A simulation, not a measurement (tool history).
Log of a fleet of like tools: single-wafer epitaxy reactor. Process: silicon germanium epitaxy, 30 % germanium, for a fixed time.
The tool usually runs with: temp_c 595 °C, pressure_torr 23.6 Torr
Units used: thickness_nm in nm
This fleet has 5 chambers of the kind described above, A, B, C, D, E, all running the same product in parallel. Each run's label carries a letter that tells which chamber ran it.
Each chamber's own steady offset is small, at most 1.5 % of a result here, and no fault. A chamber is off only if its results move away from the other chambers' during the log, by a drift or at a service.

run,hour,temp_c,pressure_torr,hours since the last pyrometer calibration,hours since the last manometer calibration,"read-back reference wafer on the same gauge, thickness_nm",thickness_nm
1D,9.1,595,23.6,2022,940.8,48.393,58.09
2E,17.9,595,23.6,267.7,1206,48.383,57.833
3A,25.4,595,23.6,1490.6,244,48.399,57.869
4C,32,595,23.6,2028.8,950.9,48.403,58.188
5B,42.4,595,23.6,83.5,1876.3,48.402,57.382
6C,52.7,595,23.6,2049.5,971.6,48.377,58.009
7A,61.8,595,23.6,1527,280.4,48.404,57.994
8B,67.7,595,23.6,108.8,1901.6,48.388,57.976
9E,77.1,595,23.6,326.9,1265.2,48.378,57.736
10D,87,595,23.6,2099.9,1018.7,48.406,57.879
11B,93.5,595,23.6,134.6,1927.4,48.371,57.899
12E,100.8,595,23.6,350.6,1288.9,48.412,57.519
13C,105.8,595,23.6,2102.6,1024.7,48.381,57.629
14A,112.9,595,23.6,1578.1,331.5,48.358,57.937
15D,121.9,595,23.6,2134.8,1053.6,48.385,58.18
16A,128.1,595,28,1593.3,346.7,48.394,61.527
17B,139.1,595,28,180.2,1973,48.383,61.961
# hour 144.8: chamber C: pyrometer calibrated
18E,150.1,595,28,399.9,1338.2,48.445,61.601
19C,154.9,595,28,10.2,1073.8,48.413,60.21
20D,164.7,595,28,2177.6,1096.4,48.4,62.193
21A,174.5,595,23.6,1639.7,393.1,48.387,57.608
22E,181.5,595,23.6,431.3,1369.6,48.405,57.838
23C,187.7,595,23.6,43,1106.6,48.447,55.625
24B,197.9,595,23.6,239,2031.8,48.398,57.758
25D,203.7,595,23.6,2216.6,1135.4,48.394,58.056
26C,211.9,595,23.6,67.2,1130.8,48.383,56.204
27E,218.6,595,23.6,468.4,1406.7,48.406,57.839
28A,225.8,595,23.6,1691,444.4,48.367,57.709
29D,236.1,595,23.6,2249,1167.8,48.403,58.089
# hour 239.2: chamber B: capacitance manometer re-zeroed and calibrated
30B,246.2,595,23.6,287.3,7,48.403,57.737
31D,255.8,595,23.6,2268.7,1187.5,48.368,58.19
32C,261,595,23.6,116.3,1179.9,48.409,55.904
33E,267.9,595,23.6,517.7,1456,48.413,57.674

Decide between three cases: one chamber stands off from its peers, the gauge reading all wafers drifts, or nothing is wrong past each chamber's small offset. Where a chamber is off, say which and what most likely put it there.

A service on chamber C put it out of line with the rest.
Most likely cause: wafer temperature below the value expected at the setpoint (K) = 1.78.

Which of the 4 candidates below, each the usual settings with something changed and its results left as question marks, puts chamber C back in line with what the other chambers give on the usual settings?
In-line tolerance around the mean of the other chambers on the usual settings: thickness_nm 0.56 nm
34C-1,275.8,595,25.4,,,,?
34C-2,275.8,595,20.7,,,,?
34C-3,275.8,595,26.8,,,,?
34C-4,275.8,595,21.8,,,,?

What the other chambers average on the usual settings: thickness_nm 57.782 nm
run,thickness_nm
34C-1,57.64
34C-2,53.22
34C-3,58.863
34C-4,54.303
The answer is 34C-1, which returns the chamber to within the allowed miss of the others.
